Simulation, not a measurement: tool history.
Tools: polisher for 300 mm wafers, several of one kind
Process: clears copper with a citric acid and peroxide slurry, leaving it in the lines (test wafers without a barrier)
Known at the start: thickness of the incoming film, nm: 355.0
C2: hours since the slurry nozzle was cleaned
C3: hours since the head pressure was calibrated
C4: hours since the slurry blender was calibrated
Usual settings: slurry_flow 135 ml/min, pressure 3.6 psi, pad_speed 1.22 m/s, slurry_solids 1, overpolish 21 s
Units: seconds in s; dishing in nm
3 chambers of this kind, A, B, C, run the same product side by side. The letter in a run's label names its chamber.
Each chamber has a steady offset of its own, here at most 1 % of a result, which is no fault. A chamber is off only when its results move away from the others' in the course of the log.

{"run": "1C", "hour": 10.4, "slurry_flow": 135, "pressure": 3.6, "pad_speed": 1.22, "slurry_solids": 1, "overpolish": 21, "wafers polished on this pad": 385, "C2": 146.3, "C3": 29.3, "C4": 23.9, "seconds": 103.61, "dishing": 40.753}
{"run": "2A", "hour": 19.1, "slurry_flow": 135, "pressure": 3.6, "pad_speed": 1.22, "slurry_solids": 1, "overpolish": 21, "wafers polished on this pad": 128, "C2": 500.0, "C3": 1241.1, "C4": 231.6, "seconds": 105.19, "dishing": 40.629}
{"run": "3B", "hour": 29.1, "slurry_flow": 135, "pressure": 3.6, "pad_speed": 1.22, "slurry_solids": 1, "overpolish": 21, "wafers polished on this pad": 339, "C2": 237.5, "C3": 643.3, "C4": 216.6, "seconds": 107.96, "dishing": 41.468}
{"hour": 37.3, "done": "chamber C: worn pad replaced by a new one"}
{"run": "4B", "hour": 39.7, "slurry_flow": 135, "pressure": 3.6, "pad_speed": 1.22, "slurry_solids": 1, "overpolish": 21, "wafers polished on this pad": 393, "C2": 248.1, "C3": 653.9, "C4": 227.2, "seconds": 104.12, "dishing": 41.818}
{"run": "5C", "hour": 51.1, "slurry_flow": 135, "pressure": 3.6, "pad_speed": 1.22, "slurry_solids": 1, "overpolish": 21, "wafers polished on this pad": 70, "C2": 187.0, "C3": 70.0, "C4": 64.6, "seconds": 103.65, "dishing": 40.23}
{"run": "6A", "hour": 62.8, "slurry_flow": 135, "pressure": 3.6, "pad_speed": 1.22, "slurry_solids": 1, "overpolish": 21, "wafers polished on this pad": 352, "C2": 543.7, "C3": 1284.8, "C4": 275.3, "seconds": 103.47, "dishing": 41.727}
{"hour": 69.5, "done": "chamber B: worn pad replaced by a new one"}
{"run": "7C", "hour": 70.6, "slurry_flow": 135, "pressure": 3.6, "pad_speed": 1.22, "slurry_solids": 1, "overpolish": 21, "wafers polished on this pad": 170, "C2": 206.5, "C3": 89.5, "C4": 84.1, "seconds": 103.06, "dishing": 40.689}
{"hour": 75.1, "done": "chamber A: slurry blender recalibrated"}
{"run": "8A", "hour": 81.2, "slurry_flow": 135, "pressure": 3.6, "pad_speed": 1.22, "slurry_solids": 1, "overpolish": 21, "wafers polished on this pad": 446, "C2": 562.1, "C3": 1303.2, "C4": 6.1, "seconds": 105.18, "dishing": 41.853}
{"run": "9B", "hour": 90.8, "slurry_flow": 135, "pressure": 3.6, "pad_speed": 1.22, "slurry_solids": 1, "overpolish": 21, "wafers polished on this pad": 109, "C2": 299.2, "C3": 705.0, "C4": 278.3, "seconds": 103.77, "dishing": 40.227}
{"run": "10A", "hour": 105.4, "slurry_flow": 135, "pressure": 3.6, "pad_speed": 1.22, "slurry_solids": 1, "overpolish": 21, "wafers polished on this pad": 571, "C2": 586.3, "C3": 1327.4, "C4": 30.3, "seconds": 103.71, "dishing": 41.319}
{"hour": 110.8, "done": "chamber A: slurry nozzle cleaned"}
{"run": "11C", "hour": 112.4, "slurry_flow": 135, "pressure": 3.6, "pad_speed": 1.22, "slurry_solids": 1, "overpolish": 21, "wafers polished on this pad": 385, "C2": 248.3, "C3": 131.3, "C4": 125.9, "seconds": 104.12, "dishing": 40.488}
{"run": "12B", "hour": 124.3, "slurry_flow": 135, "pressure": 3.6, "pad_speed": 1.22, "slurry_solids": 1, "overpolish": 21, "wafers polished on this pad": 281, "C2": 332.7, "C3": 738.5, "C4": 311.8, "seconds": 105.19, "dishing": 41.813}
{"hour": 134.0, "done": "chamber A: head pressure recalibrated"}
{"run": "13C", "hour": 137.0, "slurry_flow": 135, "pressure": 3.6, "pad_speed": 1.22, "slurry_solids": 1, "overpolish": 21, "wafers polished on this pad": 511, "C2": 272.9, "C3": 155.9, "C4": 150.5, "seconds": 107.84, "dishing": 41.216}
{"hour": 142.2, "done": "chamber C: worn pad replaced by a new one"}
{"run": "14B", "hour": 146.3, "slurry_flow": 135, "pressure": 3.6, "pad_speed": 1.22, "slurry_solids": 1, "overpolish": 21, "wafers polished on this pad": 394, "C2": 354.7, "C3": 760.5, "C4": 333.8, "seconds": 106.2, "dishing": 41.259}
{"hour": 155.9, "done": "chamber C: slurry nozzle cleaned"}
{"run": "15A", "hour": 158.3, "slurry_flow": 135, "pressure": 3.6, "pad_speed": 1.22, "slurry_solids": 1, "overpolish": 21, "wafers polished on this pad": 842, "C2": 47.6, "C3": 24.3, "C4": 83.2, "seconds": 103.83, "dishing": 41.415}
{"run": "16A", "hour": 173.4, "slurry_flow": 110, "pressure": 4.2, "pad_speed": 1.22, "slurry_solids": 1, "overpolish": 21, "wafers polished on this pad": 919, "C2": 62.7, "C3": 39.4, "C4": 98.3, "seconds": 93.243, "dishing": 43.006}
{"hour": 177.7, "done": "chamber B: worn pad replaced by a new one"}
{"run": "17B", "hour": 188.1, "slurry_flow": 110, "pressure": 4.2, "pad_speed": 1.22, "slurry_solids": 1, "overpolish": 21, "wafers polished on this pad": 53, "C2": 396.5, "C3": 802.3, "C4": 375.6, "seconds": 96.085, "dishing": 44.829}
{"hour": 198.8, "done": "chamber A: worn pad replaced by a new one"}
{"run": "18C", "hour": 199.4, "slurry_flow": 110, "pressure": 4.2, "pad_speed": 1.22, "slurry_solids": 1, "overpolish": 21, "wafers polished on this pad": 293, "C2": 43.6, "C3": 218.3, "C4": 212.9, "seconds": 95.184, "dishing": 45.552}
{"run": "19C", "hour": 208.8, "slurry_flow": 135, "pressure": 3.6, "pad_speed": 1.22, "slurry_solids": 1, "overpolish": 21, "wafers polished on this pad": 342, "C2": 53.0, "C3": 227.7, "C4": 222.3, "seconds": 104.68, "dishing": 41.525}
{"run": "20A", "hour": 224.4, "slurry_flow": 135, "pressure": 3.6, "pad_speed": 1.22, "slurry_solids": 1, "overpolish": 21, "wafers polished on this pad": 131, "C2": 113.7, "C3": 90.4, "C4": 149.3, "seconds": 103.79, "dishing": 42.01}
{"run": "21B", "hour": 235.6, "slurry_flow": 135, "pressure": 3.6, "pad_speed": 1.22, "slurry_solids": 1, "overpolish": 21, "wafers polished on this pad": 297, "C2": 444.0, "C3": 849.8, "C4": 423.1, "seconds": 106.47, "dishing": 40.171}
{"run": "22A", "hour": 247.9, "slurry_flow": 135, "pressure": 3.6, "pad_speed": 1.22, "slurry_solids": 1, "overpolish": 21, "wafers polished on this pad": 252, "C2": 137.2, "C3": 113.9, "C4": 172.8, "seconds": 103.32, "dishing": 41.374}
{"hour": 250.8, "done": "chamber C: worn pad replaced by a new one"}
{"run": "23B", "hour": 261.9, "slurry_flow": 135, "pressure": 3.6, "pad_speed": 1.22, "slurry_solids": 1, "overpolish": 21, "wafers polished on this pad": 431, "C2": 470.3, "C3": 876.1, "C4": 449.4, "seconds": 103.27, "dishing": 41.842}
{"run": "24C", "hour": 270.7, "slurry_flow": 135, "pressure": 3.6, "pad_speed": 1.22, "slurry_solids": 1, "overpolish": 21, "wafers polished on this pad": 102, "C2": 114.9, "C3": 289.6, "C4": 284.2, "seconds": 105.06, "dishing": 41.326}
{"run": "25C", "hour": 280.6, "slurry_flow": 135, "pressure": 3.6, "pad_speed": 1.48, "slurry_solids": 1, "overpolish": 21, "wafers polished on this pad": 153, "C2": 124.8, "C3": 299.5, "C4": 294.1, "seconds": 85.595, "dishing": 44.635}
{"hour": 287.0, "done": "chamber B: slurry blender recalibrated"}
{"run": "26A", "hour": 288.3, "slurry_flow": 135, "pressure": 3.6, "pad_speed": 1.48, "slurry_solids": 1, "overpolish": 21, "wafers polished on this pad": 459, "C2": 177.6, "C3": 154.3, "C4": 213.2, "seconds": 85.296, "dishing": 46.711}
{"hour": 292.7, "done": "chamber B: worn pad replaced by a new one"}
{"run": "27B", "hour": 295.4, "slurry_flow": 135, "pressure": 3.6, "pad_speed": 1.48, "slurry_solids": 1, "overpolish": 21, "wafers polished on this pad": 14, "C2": 503.8, "C3": 909.6, "C4": 8.4, "seconds": 85.637, "dishing": 45.462}
{"run": "28C", "hour": 306.9, "slurry_flow": 135, "pressure": 4.7, "pad_speed": 1.52, "slurry_solids": 1, "overpolish": 21, "wafers polished on this pad": 288, "C2": 151.1, "C3": 325.8, "C4": 320.4, "seconds": 64.739, "dishing": 55.384}
{"hour": 308.4, "done": "chamber C: head pressure recalibrated"}
{"run": "29B", "hour": 314.7, "slurry_flow": 135, "pressure": 4.7, "pad_speed": 1.52, "slurry_solids": 1, "overpolish": 21, "wafers polished on this pad": 113, "C2": 523.1, "C3": 928.9, "C4": 27.7, "seconds": 64.532, "dishing": 57.178}
{"run": "30A", "hour": 328.7, "slurry_flow": 135, "pressure": 4.7, "pad_speed": 1.52, "slurry_solids": 1, "overpolish": 21, "wafers polished on this pad": 666, "C2": 218.0, "C3": 194.7, "C4": 253.6, "seconds": 65.629, "dishing": 55.773}
{"run": "31B", "hour": 343.4, "slurry_flow": 135, "pressure": 3.6, "pad_speed": 1.06, "slurry_solids": 1, "overpolish": 14, "wafers polished on this pad": 260, "C2": 551.8, "C3": 957.6, "C4": 56.4, "seconds": 121.82, "dishing": 28.277}
{"hour": 343.5, "done": "chamber C: worn pad replaced by a new one"}
{"run": "32C", "hour": 355.0, "slurry_flow": 135, "pressure": 3.6, "pad_speed": 1.06, "slurry_solids": 1, "overpolish": 14, "wafers polished on this pad": 59, "C2": 199.2, "C3": 46.6, "C4": 368.5, "seconds": 118.17, "dishing": 26.644}

All 3 chambers run these settings next. Forecast each chamber's results:
{"run": "33A", "hour": 366.4, "slurry_flow": 135, "pressure": 3.6, "pad_speed": 1.22, "slurry_solids": 1, "overpolish": 21, "seconds": "?", "dishing": "?"}
{"run": "33B", "hour": 366.4, "slurry_flow": 135, "pressure": 3.6, "pad_speed": 1.22, "slurry_solids": 1, "overpolish": 21, "seconds": "?", "dishing": "?"}
{"run": "33C", "hour": 366.4, "slurry_flow": 135, "pressure": 3.6, "pad_speed": 1.22, "slurry_solids": 1, "overpolish": 21, "seconds": "?", "dishing": "?"}

run=33A seconds=103.890 dishing=39.842
run=33B seconds=105.870 dishing=41.910
run=33C seconds=105.740 dishing=41.190
